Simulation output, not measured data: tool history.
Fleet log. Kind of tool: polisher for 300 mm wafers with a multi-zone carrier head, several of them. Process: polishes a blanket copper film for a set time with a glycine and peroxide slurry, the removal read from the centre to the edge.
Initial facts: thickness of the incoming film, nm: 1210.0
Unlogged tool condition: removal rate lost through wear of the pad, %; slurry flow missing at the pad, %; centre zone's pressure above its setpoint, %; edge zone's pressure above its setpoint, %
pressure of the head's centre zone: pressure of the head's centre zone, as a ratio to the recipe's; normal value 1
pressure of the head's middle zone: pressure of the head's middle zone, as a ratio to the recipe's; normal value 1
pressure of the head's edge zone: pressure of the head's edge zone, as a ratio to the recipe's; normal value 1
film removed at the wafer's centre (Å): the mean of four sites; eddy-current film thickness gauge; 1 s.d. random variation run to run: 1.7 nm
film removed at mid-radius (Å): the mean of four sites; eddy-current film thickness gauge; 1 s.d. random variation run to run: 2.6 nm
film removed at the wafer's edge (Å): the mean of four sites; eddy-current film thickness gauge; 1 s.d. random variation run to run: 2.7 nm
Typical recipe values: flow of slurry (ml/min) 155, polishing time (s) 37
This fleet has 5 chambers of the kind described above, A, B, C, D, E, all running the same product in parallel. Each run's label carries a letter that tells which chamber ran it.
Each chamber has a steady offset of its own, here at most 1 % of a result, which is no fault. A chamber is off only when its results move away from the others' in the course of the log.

run	hour	flow of slurry (ml/min)	pressure of the head's centre zone	pressure of the head's middle zone	pressure of the head's edge zone	polishing time (s)	wafers polished on this pad	hours since the slurry nozzle was cleaned	hours since the centre zone pressure was calibrated	hours since the edge zone pressure was calibrated	film removed at the wafer's centre (Å)	film removed at mid-radius (Å)	film removed at the wafer's edge (Å)
# hour 0.3: chamber B: centre zone pressure recalibrated
# hour 2.5: chamber E: worn pad replaced by a new one
# hour 5.9: chamber A: worn pad replaced by a new one
1D	6.6	155	1	1	1	37	283	142.9	969.4	789.7	1752.9	1800.5	1819.1
2C	14.5	155	1	1	1	37	308	599.4	715	608.5	1780	1775.3	1794.2
3A	24.4	155	1	1	1	37	215	372.9	26.2	184	1791.6	1784.1	1746.5
4B	36.8	155	1	1	1	37	527	101.6	36.5	60.5	1753.3	1803.1	1747.7
5E	43.6	155	1	1	1	37	477	157.4	573.1	198.8	1803.6	1774.3	1789.4
6E	50.2	155	1	0.92	1.08	37	554	164	579.7	205.4	1744.8	1639.7	1846
7B	56.9	155	1	0.92	1.08	37	760	121.7	56.6	80.6	1788.7	1650	1824.5
# hour 58.5: chamber D: worn pad replaced by a new one
# hour 65: chamber C: worn pad replaced by a new one
8C	66.4	155	1	0.92	1.08	37	17	651.3	766.9	660.4	1760.4	1616.5	1901.5
9A	78.3	155	1	0.92	1.08	37	841	426.8	80.1	237.9	1777.9	1629.9	1863.5
# hour 81.1: chamber A: worn pad replaced by a new one
# hour 83.8: chamber B: worn pad replaced by a new one
10D	90.1	155	1	0.92	1.08	37	367	226.4	1052.9	873.2	1755.9	1683.8	1921.7
11C	101.1	155	1	1	1	37	420	686	801.6	695.1	1781.4	1802.2	1849.4
# hour 103.4: chamber C: slurry nozzle cleaned
12A	109.7	155	1	1	1	37	332	458.2	111.5	269.3	1784.9	1789.3	1767.7
# hour 111.1: chamber E: worn pad replaced by a new one
13D	116	155	1	1	1	37	668	252.3	1078.8	899.1	1771.9	1836.2	1766.5
# hour 127.2: chamber D: worn pad replaced by a new one
14B	127.6	155	1	1	1	37	509	192.4	127.3	151.3	1783.4	1759.7	1772.7
15E	133.8	155	1	1	1	37	264	247.6	663.3	289	1779.6	1758.9	1761.5
16C	145.6	155	1	1	1	37	937	42.2	846.1	739.6	1788.3	1767.8	1820.6
# hour 150: chamber C: worn pad replaced by a new one
17A	154.2	155	1	1	1	37	849	502.7	156	313.8	1795.6	1765.3	1792.5
# hour 155.4: chamber C: edge zone pressure recalibrated
18D	164.9	155	1	1	1	37	438	301.2	1127.7	948	1729.5	1814	1776
# hour 165.5: chamber B: worn pad replaced by a new one
# hour 166.1: chamber A: worn pad replaced by a new one
# hour 171.1: chamber A: edge zone pressure recalibrated
19E	172	155	1	1	1	37	708	285.8	701.5	327.2	1774.9	1807.2	1770.2
# hour 173.4: chamber D: centre zone pressure recalibrated
20B	181.6	155	1	1	1	37	187	246.4	181.3	205.3	1754.1	1794.3	1808.2
# hour 182.2: chamber E: edge zone pressure recalibrated
# hour 184.7: chamber E: slurry nozzle cleaned
21C	191	155	1	1	1	37	476	87.6	891.5	35.6	1743	1767.1	1763.2
# hour 191.2: chamber D: worn pad replaced by a new one
# hour 195.1: chamber C: centre zone pressure recalibrated
# hour 199.2: chamber E: worn pad replaced by a new one
22B	199.5	155	1	1	1	37	395	264.3	199.2	223.2	1748.5	1798.3	1760.3
23D	210.5	155	1	1	0.91	48	224	346.8	37.1	993.6	2269.4	2257	2153.7
24A	222.3	155	1	1	0.91	48	653	570.8	224.1	51.2	2300.4	2274.5	2186
# hour 224.5: chamber C: worn pad replaced by a new one
25E	231.4	155	1	1	0.91	48	375	46.7	760.9	49.3	2304.8	2291.6	2215.1
26A	240.3	155	1	1	0.91	48	862	588.8	242.1	69.2	2354.4	2348.1	2192.4
# hour 245.4: chamber A: worn pad replaced by a new one
27E	247.8	155	1	1	0.91	48	565	63.1	777.3	65.7	2330.7	2299.8	2196.3
28B	257.9	155	1	1	1	37	1074	322.7	257.6	281.6	1764.5	1743.2	1731.9
# hour 258.9: chamber B: worn pad replaced by a new one
29C	268.6	155	1	1	1	37	512	165.2	73.5	113.2	1781.1	1802.4	1800.5
# hour 277.4: chamber D: worn pad replaced by a new one
30D	278.6	155	1	1	1	37	14	414.9	105.2	1061.7	1771.9	1775.9	1800.3
# hour 282.7: chamber E: worn pad replaced by a new one
31B	290.9	155	1	1	1	37	372	355.7	290.6	314.6	1768.6	1796.7	1724.2
32C	300.7	155	1	1	1	37	885	197.3	105.6	145.3	1781.9	1767.2	1813.4
# hour 301.3: chamber D: slurry nozzle cleaned
# hour 305.4: chamber C: worn pad replaced by a new one
33D	310.8	155	1	1	1	37	388	9.5	137.4	1093.9	1793.3	1765	1763.6
# hour 316.3: chamber A: worn pad replaced by a new one
34A	318.8	155	1	1	1	37	29	667.3	320.6	147.7	1784.2	1770.4	1799.5
35E	330.9	155	1	1	1	37	560	146.2	860.4	148.8	1769.8	1812.2	1762.1
36C	339.1	155	1	1	1	37	392	235.7	144	183.7	1767.9	1815.9	1831.9
37E	346.4	155	1	1	1	37	740	161.7	875.9	164.3	1778.6	1801	1741.9
# hour 346.9: chamber D: worn pad replaced by a new one
# hour 352: chamber A: slurry nozzle cleaned
38D	352.3	155	1	1	1	37	62	51	178.9	1135.4	1760.6	1731.2	1828.5
# hour 357.3: chamber B: worn pad replaced by a new one
39A	359.4	155	1	1	1	37	500	7.5	361.2	188.3	1816.1	1728.4	1822.7
40B	367.6	155	1	1	1	37	119	432.4	367.3	391.3	1788.9	1821.6	1767.2
41E	374.7	155	1	1	1	37	1069	190	904.2	192.6	1783.5	1757.9	1756.4

All chambers now run identical settings, listed one chamber a line with results as question marks. What results will each chamber show?
42A	383.7	155	1	1	1	37					?	?	?
42B	383.7	155	1	1	1	37					?	?	?
42C	383.7	155	1	1	1	37					?	?	?
42D	383.7	155	1	1	1	37					?	?	?
42E	383.7	155	1	1	1	37					?	?	?

run	film removed at the wafer's centre (Å)	film removed at mid-radius (Å)	film removed at the wafer's edge (Å)
42A	1777.8	1746.8	1811.9
42B	1804.9	1781.3	1715.4
42C	1734.9	1745.1	1822.6
42D	1767.2	1775.9	1756.5
42E	1781.4	1781.7	1796.3

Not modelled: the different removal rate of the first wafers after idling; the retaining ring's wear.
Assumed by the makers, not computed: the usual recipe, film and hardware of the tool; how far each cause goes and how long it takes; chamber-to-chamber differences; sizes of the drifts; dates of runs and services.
